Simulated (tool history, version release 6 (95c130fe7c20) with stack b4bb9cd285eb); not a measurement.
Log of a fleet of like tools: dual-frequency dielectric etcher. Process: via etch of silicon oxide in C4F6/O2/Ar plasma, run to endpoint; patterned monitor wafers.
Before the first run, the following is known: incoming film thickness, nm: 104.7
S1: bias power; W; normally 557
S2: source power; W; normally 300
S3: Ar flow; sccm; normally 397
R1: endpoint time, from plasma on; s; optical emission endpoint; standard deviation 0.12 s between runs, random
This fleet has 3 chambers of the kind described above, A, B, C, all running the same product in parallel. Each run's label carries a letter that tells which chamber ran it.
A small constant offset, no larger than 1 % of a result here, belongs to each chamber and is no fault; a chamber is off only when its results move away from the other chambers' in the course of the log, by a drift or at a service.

Run 1C, hour 7.7: usual settings. Result: R1 25.155 s.
Run 2A, hour 16.5: usual settings. Result: R1 25.237 s.
Run 3B, hour 26.2: usual settings. Result: R1 25.538 s.
Run 4A, hour 35: usual settings. Result: R1 25.052 s.
Run 5B, hour 41.5: usual settings but S2 230 W, S3 482 sccm. Result: R1 29.018 s.
Run 6C, hour 48: usual settings but S2 230 W, S3 482 sccm. Result: R1 28.133 s.
Run 7C, hour 53.1: usual settings but S2 230 W, S3 482 sccm. Result: R1 28.645 s.
Run 8A, hour 58.6: usual settings. Result: R1 25.157 s.
Run 9B, hour 64.4: usual settings. Result: R1 25.832 s.
Run 10A, hour 74.3: usual settings. Result: R1 25.117 s.
Run 11C, hour 80.9: usual settings. Result: R1 25.241 s.
Run 12B, hour 89.1: usual settings. Result: R1 26.233 s.
Run 13C, hour 95: usual settings. Result: R1 24.997 s.
Run 14A, hour 101: usual settings but S1 436 W, S3 363 sccm. Result: R1 27.382 s.
Run 15B, hour 110.6: usual settings but S1 436 W, S3 363 sccm. Result: R1 28.499 s.
Run 16A, hour 117.4: usual settings but S1 436 W, S3 363 sccm. Result: R1 27.285 s.
Run 17B, hour 125: usual settings. Result: R1 26.286 s.
Run 18C, hour 132.1: usual settings. Result: R1 25.119 s.
Run 19A, hour 141.3: usual settings. Result: R1 25.341 s.
Run 20B, hour 146.3: usual settings but S1 635 W. Result: R1 25.167 s.
Run 21C, hour 152.2: usual settings but S1 635 W. Result: R1 24.002 s.
Run 22A, hour 160.7: usual settings but S1 635 W. Result: R1 24.027 s.
Run 23C, hour 166.2: usual settings. Result: R1 25.214 s.
Run 24B, hour 170.8: usual settings but S1 635 W, S3 487 sccm. Result: R1 25.995 s.
Run 25B, hour 177: usual settings but S1 635 W, S3 487 sccm. Result: R1 26.049 s.
Run 26C, hour 186.5: usual settings but S1 635 W, S3 487 sccm. Result: R1 24.56 s.
Run 27A, hour 194.5: usual settings. Result: R1 25.317 s.
Run 28A, hour 201.5: usual settings. Result: R1 25.227 s.

Read the log: is a single chamber off, either drifting away or since a service, is the gauge that measures every chamber drifting, or is nothing wrong beyond small per-chamber offsets? Name any odd chamber and what most likely caused it.

Little by little, chamber B moves away from the other chambers.
What lies behind it: etch rate under this chamber's usual, % = 5.47.

Here are 4 candidates for chamber B's next run, each the usual settings with a change, their results left as question marks. Which one brings its results back in line with what the others give on the usual settings?
Allowed miss from the other chambers' usual-settings mean, per result, to count as in line: R1 0.4 s
Run 29B-1, hour 208.7: usual settings but S1 578 W, S2 310 W, S3 393 sccm. Result: R1 ?.
Run 29B-2, hour 208.7: usual settings but S2 280 W, S3 405 sccm. Result: R1 ?.
Run 29B-3, hour 208.7: usual settings but S1 459 W. Result: R1 ?.
Run 29B-4, hour 208.7: usual settings but S1 603 W, S2 330 W, S3 388 sccm. Result: R1 ?.

The other chambers' mean on the usual settings: R1 25.234 s
  run      R1
29B-1  26.251
29B-2  27.735
29B-3  29.028
29B-4  25.205
The right change is 29B-4: it brings the chamber back within the allowed miss of the others.
